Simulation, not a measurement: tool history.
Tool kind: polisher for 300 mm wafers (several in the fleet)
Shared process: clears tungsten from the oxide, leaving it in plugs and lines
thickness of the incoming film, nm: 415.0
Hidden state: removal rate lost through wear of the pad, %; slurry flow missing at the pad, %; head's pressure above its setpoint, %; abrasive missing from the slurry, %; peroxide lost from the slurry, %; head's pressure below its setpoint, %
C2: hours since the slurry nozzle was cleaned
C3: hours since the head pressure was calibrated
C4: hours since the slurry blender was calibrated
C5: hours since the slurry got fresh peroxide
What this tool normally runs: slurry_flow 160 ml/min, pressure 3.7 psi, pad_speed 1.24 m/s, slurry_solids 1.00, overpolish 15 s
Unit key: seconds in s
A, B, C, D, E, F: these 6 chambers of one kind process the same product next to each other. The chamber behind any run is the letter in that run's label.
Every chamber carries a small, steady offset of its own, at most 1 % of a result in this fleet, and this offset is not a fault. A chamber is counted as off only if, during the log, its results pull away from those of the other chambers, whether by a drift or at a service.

{"day": 0.171, "done": "chamber F: slurry tank refilled with fresh slurry and peroxide"}
{"day": 0.188, "done": "chamber F: worn pad replaced by a new one"}
{"run": "1A", "day": 0.346, "slurry_flow": 160, "pressure": 3.7, "pad_speed": 1.24, "slurry_solids": 1.0, "overpolish": 15, "wafers polished on this pad": 1252, "C2": 134.4, "C3": 144.3, "C4": 100.0, "C5": 154.9, "seconds": 68.648}
{"run": "2D", "day": 0.662, "slurry_flow": 160, "pressure": 3.7, "pad_speed": 1.24, "slurry_solids": 1.0, "overpolish": 15, "wafers polished on this pad": 150, "C2": 465.5, "C3": 333.2, "C4": 58.0, "C5": 46.0, "seconds": 68.025}
{"run": "3C", "day": 0.95, "slurry_flow": 160, "pressure": 3.7, "pad_speed": 1.24, "slurry_solids": 1.0, "overpolish": 15, "wafers polished on this pad": 172, "C2": 198.4, "C3": 228.1, "C4": 49.1, "C5": 91.1, "seconds": 69.124}
{"run": "4E", "day": 1.138, "slurry_flow": 160, "pressure": 3.7, "pad_speed": 1.24, "slurry_solids": 1.0, "overpolish": 15, "wafers polished on this pad": 307, "C2": 211.8, "C3": 789.0, "C4": 300.8, "C5": 65.0, "seconds": 66.687}
{"run": "5F", "day": 1.438, "slurry_flow": 160, "pressure": 3.7, "pad_speed": 0.9, "slurry_solids": 1.0, "overpolish": 15, "wafers polished on this pad": 176, "C2": 334.8, "C3": 197.0, "C4": 93.3, "C5": 30.4, "seconds": 93.115}
{"run": "6B", "day": 1.633, "slurry_flow": 160, "pressure": 3.7, "pad_speed": 0.9, "slurry_solids": 1.0, "overpolish": 15, "wafers polished on this pad": 551, "C2": 542.4, "C3": 634.5, "C4": 155.4, "C5": 158.7, "seconds": 92.982}
{"run": "7B", "day": 1.933, "slurry_flow": 160, "pressure": 3.7, "pad_speed": 0.9, "slurry_solids": 1.0, "overpolish": 15, "wafers polished on this pad": 593, "C2": 549.6, "C3": 641.7, "C4": 162.6, "C5": 165.9, "seconds": 94.345}
{"day": 1.954, "done": "chamber D: slurry tank refilled with fresh slurry and peroxide"}
{"run": "8E", "day": 2.092, "slurry_flow": 160, "pressure": 3.7, "pad_speed": 0.9, "slurry_solids": 1.0, "overpolish": 15, "wafers polished on this pad": 441, "C2": 234.7, "C3": 811.9, "C4": 323.7, "C5": 87.9, "seconds": 94.191}
{"day": 2.258, "done": "chamber A: worn pad replaced by a new one"}
{"run": "9C", "day": 2.308, "slurry_flow": 160, "pressure": 3.7, "pad_speed": 0.9, "slurry_solids": 1.0, "overpolish": 15, "wafers polished on this pad": 363, "C2": 231.0, "C3": 260.7, "C4": 81.7, "C5": 123.7, "seconds": 94.151}
{"day": 2.329, "done": "chamber A: slurry tank refilled with fresh slurry and peroxide"}
{"day": 2.467, "done": "chamber B: slurry tank refilled with fresh slurry and peroxide"}
{"run": "10A", "day": 2.6, "slurry_flow": 160, "pressure": 3.7, "pad_speed": 0.9, "slurry_solids": 1.0, "overpolish": 15, "wafers polished on this pad": 48, "C2": 188.5, "C3": 198.4, "C4": 154.1, "C5": 6.6, "seconds": 94.966}
{"day": 2.717, "done": "chamber D: slurry blender recalibrated"}
{"run": "11D", "day": 2.779, "slurry_flow": 160, "pressure": 3.2, "pad_speed": 1.24, "slurry_solids": 0.85, "overpolish": 15, "wafers polished on this pad": 449, "C2": 516.3, "C3": 384.0, "C4": 1.6, "C5": 19.8, "seconds": 81.155}
{"run": "12F", "day": 3.004, "slurry_flow": 160, "pressure": 3.2, "pad_speed": 1.24, "slurry_solids": 0.85, "overpolish": 15, "wafers polished on this pad": 397, "C2": 372.4, "C3": 234.6, "C4": 130.9, "C5": 68.0, "seconds": 81.069}
{"day": 3.146, "done": "chamber A: slurry blender recalibrated"}
{"run": "13B", "day": 3.217, "slurry_flow": 160, "pressure": 3.2, "pad_speed": 1.24, "slurry_solids": 0.85, "overpolish": 15, "wafers polished on this pad": 774, "C2": 580.4, "C3": 672.5, "C4": 193.4, "C5": 18.0, "seconds": 82.764}
{"run": "14A", "day": 3.446, "slurry_flow": 160, "pressure": 3.2, "pad_speed": 1.24, "slurry_solids": 0.85, "overpolish": 15, "wafers polished on this pad": 167, "C2": 208.8, "C3": 218.7, "C4": 7.3, "C5": 26.9, "seconds": 82.402}
{"run": "15E", "day": 3.767, "slurry_flow": 160, "pressure": 3.2, "pad_speed": 1.24, "slurry_solids": 0.85, "overpolish": 15, "wafers polished on this pad": 678, "C2": 274.9, "C3": 852.1, "C4": 363.9, "C5": 128.1, "seconds": 81.301}
{"run": "16D", "day": 4.05, "slurry_flow": 160, "pressure": 3.2, "pad_speed": 1.24, "slurry_solids": 0.85, "overpolish": 15, "wafers polished on this pad": 628, "C2": 546.8, "C3": 414.5, "C4": 32.1, "C5": 50.3, "seconds": 80.584}
{"day": 4.225, "done": "chamber C: slurry tank refilled with fresh slurry and peroxide"}
{"run": "17F", "day": 4.375, "slurry_flow": 160, "pressure": 3.7, "pad_speed": 1.24, "slurry_solids": 1.0, "overpolish": 15, "wafers polished on this pad": 591, "C2": 405.3, "C3": 267.5, "C4": 163.8, "C5": 100.9, "seconds": 69.812}
{"day": 4.5, "done": "chamber E: worn pad replaced by a new one"}
{"run": "18C", "day": 4.679, "slurry_flow": 160, "pressure": 3.7, "pad_speed": 0.84, "slurry_solids": 1.0, "overpolish": 15, "wafers polished on this pad": 698, "C2": 287.9, "C3": 317.6, "C4": 138.6, "C5": 10.9, "seconds": 100.65}
{"day": 4.717, "done": "chamber D: slurry tank refilled with fresh slurry and peroxide"}
{"day": 4.833, "done": "chamber F: worn pad replaced by a new one"}
{"day": 4.867, "done": "chamber C: slurry blender recalibrated"}
{"run": "19A", "day": 5.029, "slurry_flow": 160, "pressure": 3.7, "pad_speed": 0.84, "slurry_solids": 1.0, "overpolish": 15, "wafers polished on this pad": 391, "C2": 246.8, "C3": 256.7, "C4": 45.3, "C5": 64.9, "seconds": 101.65}
{"day": 5.071, "done": "chamber E: head pressure recalibrated"}
{"run": "20D", "day": 5.196, "slurry_flow": 160, "pressure": 3.7, "pad_speed": 0.84, "slurry_solids": 1.0, "overpolish": 15, "wafers polished on this pad": 790, "C2": 574.3, "C3": 442.0, "C4": 59.6, "C5": 11.6, "seconds": 100.67}
{"day": 5.254, "done": "chamber F: slurry blender recalibrated"}
{"run": "21B", "day": 5.421, "slurry_flow": 160, "pressure": 3.7, "pad_speed": 0.84, "slurry_solids": 1.0, "overpolish": 15, "wafers polished on this pad": 1085, "C2": 633.3, "C3": 725.4, "C4": 246.3, "C5": 70.9, "seconds": 100.54}
{"day": 5.604, "done": "chamber E: slurry tank refilled with fresh slurry and peroxide"}
{"run": "22F", "day": 5.717, "slurry_flow": 160, "pressure": 3.7, "pad_speed": 0.84, "slurry_solids": 1.0, "overpolish": 15, "wafers polished on this pad": 124, "C2": 437.5, "C3": 299.7, "C4": 11.1, "C5": 133.1, "seconds": 104.69}
{"run": "23E", "day": 5.883, "slurry_flow": 160, "pressure": 3.7, "pad_speed": 0.84, "slurry_solids": 1.0, "overpolish": 15, "wafers polished on this pad": 195, "C2": 325.7, "C3": 19.6, "C4": 414.7, "C5": 6.8, "seconds": 99.63}
{"day": 5.979, "done": "chamber F: slurry tank refilled with fresh slurry and peroxide"}
{"day": 6.033, "done": "chamber C: slurry nozzle cleaned"}
{"run": "24C", "day": 6.167, "slurry_flow": 160, "pressure": 3.7, "pad_speed": 1.24, "slurry_solids": 1.0, "overpolish": 15, "wafers polished on this pad": 908, "C2": 3.2, "C3": 353.3, "C4": 31.3, "C5": 46.6, "seconds": 67.785}
{"day": 6.233, "done": "chamber C: head pressure recalibrated"}
{"run": "25B", "day": 6.346, "slurry_flow": 160, "pressure": 3.7, "pad_speed": 1.24, "slurry_solids": 1.0, "overpolish": 15, "wafers polished on this pad": 1216, "C2": 655.5, "C3": 747.6, "C4": 268.5, "C5": 93.1, "seconds": 68.383}
{"day": 6.371, "done": "chamber D: worn pad replaced by a new one"}
{"day": 6.458, "done": "chamber B: worn pad replaced by a new one"}
{"run": "26F", "day": 6.588, "slurry_flow": 160, "pressure": 3.7, "pad_speed": 1.24, "slurry_solids": 1.0, "overpolish": 15, "wafers polished on this pad": 247, "C2": 458.4, "C3": 320.6, "C4": 32.0, "C5": 14.6, "seconds": 70.543}
{"day": 6.871, "done": "chamber C: worn pad replaced by a new one"}
{"run": "27E", "day": 6.912, "slurry_flow": 160, "pressure": 3.7, "pad_speed": 1.24, "slurry_solids": 1.0, "overpolish": 15, "wafers polished on this pad": 340, "C2": 350.4, "C3": 44.3, "C4": 439.4, "C5": 31.5, "seconds": 66.948}
{"day": 7.1, "done": "chamber B: slurry blender recalibrated"}
{"day": 7.121, "done": "chamber A: slurry nozzle cleaned"}
{"run": "28A", "day": 7.121, "slurry_flow": 160, "pressure": 3.7, "pad_speed": 1.24, "slurry_solids": 1.0, "overpolish": 15, "wafers polished on this pad": 686, "C2": 0.1, "C3": 306.9, "C4": 95.5, "C5": 115.1, "seconds": 67.664}
{"day": 7.154, "done": "chamber D: slurry tank refilled with fresh slurry and peroxide"}
{"day": 7.246, "done": "chamber D: slurry blender recalibrated"}
{"run": "29D", "day": 7.388, "slurry_flow": 160, "pressure": 3.7, "pad_speed": 1.24, "slurry_solids": 1.0, "overpolish": 15, "wafers polished on this pad": 143, "C2": 626.9, "C3": 494.6, "C4": 3.5, "C5": 5.7, "seconds": 66.457}
{"day": 7.625, "done": "chamber D: slurry nozzle cleaned"}
{"run": "30C", "day": 7.733, "slurry_flow": 160, "pressure": 3.7, "pad_speed": 1.24, "slurry_solids": 1.0, "overpolish": 15, "wafers polished on this pad": 122, "C2": 40.8, "C3": 36.0, "C4": 68.9, "C5": 84.2, "seconds": 68.59}
{"run": "31A", "day": 7.962, "slurry_flow": 160, "pressure": 3.0, "pad_speed": 1.06, "slurry_solids": 1.0, "overpolish": 15, "wafers polished on this pad": 805, "C2": 20.3, "C3": 327.1, "C4": 115.7, "C5": 135.3, "seconds": 99.509}
{"run": "32D", "day": 8.308, "slurry_flow": 160, "pressure": 3.0, "pad_speed": 1.06, "slurry_solids": 1.0, "overpolish": 15, "wafers polished on this pad": 273, "C2": 16.5, "C3": 516.7, "C4": 25.6, "C5": 27.8, "seconds": 98.773}
{"day": 8.408, "done": "chamber F: worn pad replaced by a new one"}
{"run": "33E", "day": 8.521, "slurry_flow": 160, "pressure": 3.0, "pad_speed": 1.06, "slurry_solids": 1.0, "overpolish": 15, "wafers polished on this pad": 567, "C2": 389.0, "C3": 82.9, "C4": 478.0, "C5": 70.1, "seconds": 97.13}
{"run": "34F", "day": 8.679, "slurry_flow": 160, "pressure": 3.0, "pad_speed": 1.06, "slurry_solids": 1.0, "overpolish": 15, "wafers polished on this pad": 38, "C2": 508.6, "C3": 370.8, "C4": 82.2, "C5": 64.8, "seconds": 105.38}
{"day": 8.854, "done": "chamber B: slurry tank refilled with fresh slurry and peroxide"}
{"day": 8.925, "done": "chamber D: head pressure recalibrated"}
{"run": "35C", "day": 8.983, "slurry_flow": 160, "pressure": 3.0, "pad_speed": 1.06, "slurry_solids": 1.0, "overpolish": 15, "wafers polished on this pad": 298, "C2": 70.8, "C3": 66.0, "C4": 98.9, "C5": 114.2, "seconds": 98.085}
{"day": 9.029, "done": "chamber E: slurry nozzle cleaned"}
{"run": "36B", "day": 9.254, "slurry_flow": 160, "pressure": 3.0, "pad_speed": 1.06, "slurry_solids": 1.0, "overpolish": 15, "wafers polished on this pad": 394, "C2": 725.3, "C3": 817.4, "C4": 51.8, "C5": 9.6, "seconds": 97.861}
{"day": 9.362, "done": "chamber E: slurry blender recalibrated"}
{"run": "37B", "day": 9.592, "slurry_flow": 160, "pressure": 3.7, "pad_speed": 1.24, "slurry_solids": 1.0, "overpolish": 15, "wafers polished on this pad": 442, "C2": 733.4, "C3": 825.5, "C4": 59.9, "C5": 17.7, "seconds": 68.193}
{"day": 9.608, "done": "chamber D: slurry tank refilled with fresh slurry and peroxide"}
{"run": "38D", "day": 9.862, "slurry_flow": 160, "pressure": 3.7, "pad_speed": 1.56, "slurry_solids": 1.0, "overpolish": 15, "wafers polished on this pad": 493, "C2": 53.8, "C3": 22.6, "C4": 62.9, "C5": 6.1, "seconds": 53.532}
{"day": 10.071, "done": "chamber A: slurry blender recalibrated"}
{"run": "39C", "day": 10.092, "slurry_flow": 160, "pressure": 3.7, "pad_speed": 1.56, "slurry_solids": 1.0, "overpolish": 15, "wafers polished on this pad": 455, "C2": 97.4, "C3": 92.6, "C4": 125.5, "C5": 140.8, "seconds": 54.208}
{"day": 10.188, "done": "chamber E: worn pad replaced by a new one"}
{"run": "40F", "day": 10.35, "slurry_flow": 160, "pressure": 3.7, "pad_speed": 1.56, "slurry_solids": 1.0, "overpolish": 15, "wafers polished on this pad": 274, "C2": 548.7, "C3": 410.9, "C4": 122.3, "C5": 104.9, "seconds": 58.789}
{"run": "41E", "day": 10.642, "slurry_flow": 160, "pressure": 3.7, "pad_speed": 1.56, "slurry_solids": 1.0, "overpolish": 15, "wafers polished on this pad": 64, "C2": 38.8, "C3": 133.8, "C4": 30.8, "C5": 121.0, "seconds": 53.771}
{"run": "42A", "day": 10.858, "slurry_flow": 160, "pressure": 3.7, "pad_speed": 1.56, "slurry_solids": 1.0, "overpolish": 15, "wafers polished on this pad": 1213, "C2": 89.8, "C3": 396.6, "C4": 19.0, "C5": 204.8, "seconds": 53.514}
{"run": "43E", "day": 11.083, "slurry_flow": 160, "pressure": 3.7, "pad_speed": 1.56, "slurry_solids": 1.0, "overpolish": 15, "wafers polished on this pad": 126, "C2": 49.4, "C3": 144.4, "C4": 41.4, "C5": 131.6, "seconds": 53.541}

Next, all 6 chambers run the settings below, one line each with question marks for the results. What does each chamber give?
{"run": "44A", "day": 11.342, "slurry_flow": 160, "pressure": 3.7, "pad_speed": 1.56, "slurry_solids": 1.0, "overpolish": 15, "seconds": "?"}
{"run": "44B", "day": 11.342, "slurry_flow": 160, "pressure": 3.7, "pad_speed": 1.56, "slurry_solids": 1.0, "overpolish": 15, "seconds": "?"}
{"run": "44C", "day": 11.342, "slurry_flow": 160, "pressure": 3.7, "pad_speed": 1.56, "slurry_solids": 1.0, "overpolish": 15, "seconds": "?"}
{"run": "44D", "day": 11.342, "slurry_flow": 160, "pressure": 3.7, "pad_speed": 1.56, "slurry_solids": 1.0, "overpolish": 15, "seconds": "?"}
{"run": "44E", "day": 11.342, "slurry_flow": 160, "pressure": 3.7, "pad_speed": 1.56, "slurry_solids": 1.0, "overpolish": 15, "seconds": "?"}
{"run": "44F", "day": 11.342, "slurry_flow": 160, "pressure": 3.7, "pad_speed": 1.56, "slurry_solids": 1.0, "overpolish": 15, "seconds": "?"}

run=44A seconds=53.963
run=44B seconds=55.108
run=44C seconds=53.996
run=44D seconds=52.833
run=44E seconds=54.204
run=44F seconds=59.575

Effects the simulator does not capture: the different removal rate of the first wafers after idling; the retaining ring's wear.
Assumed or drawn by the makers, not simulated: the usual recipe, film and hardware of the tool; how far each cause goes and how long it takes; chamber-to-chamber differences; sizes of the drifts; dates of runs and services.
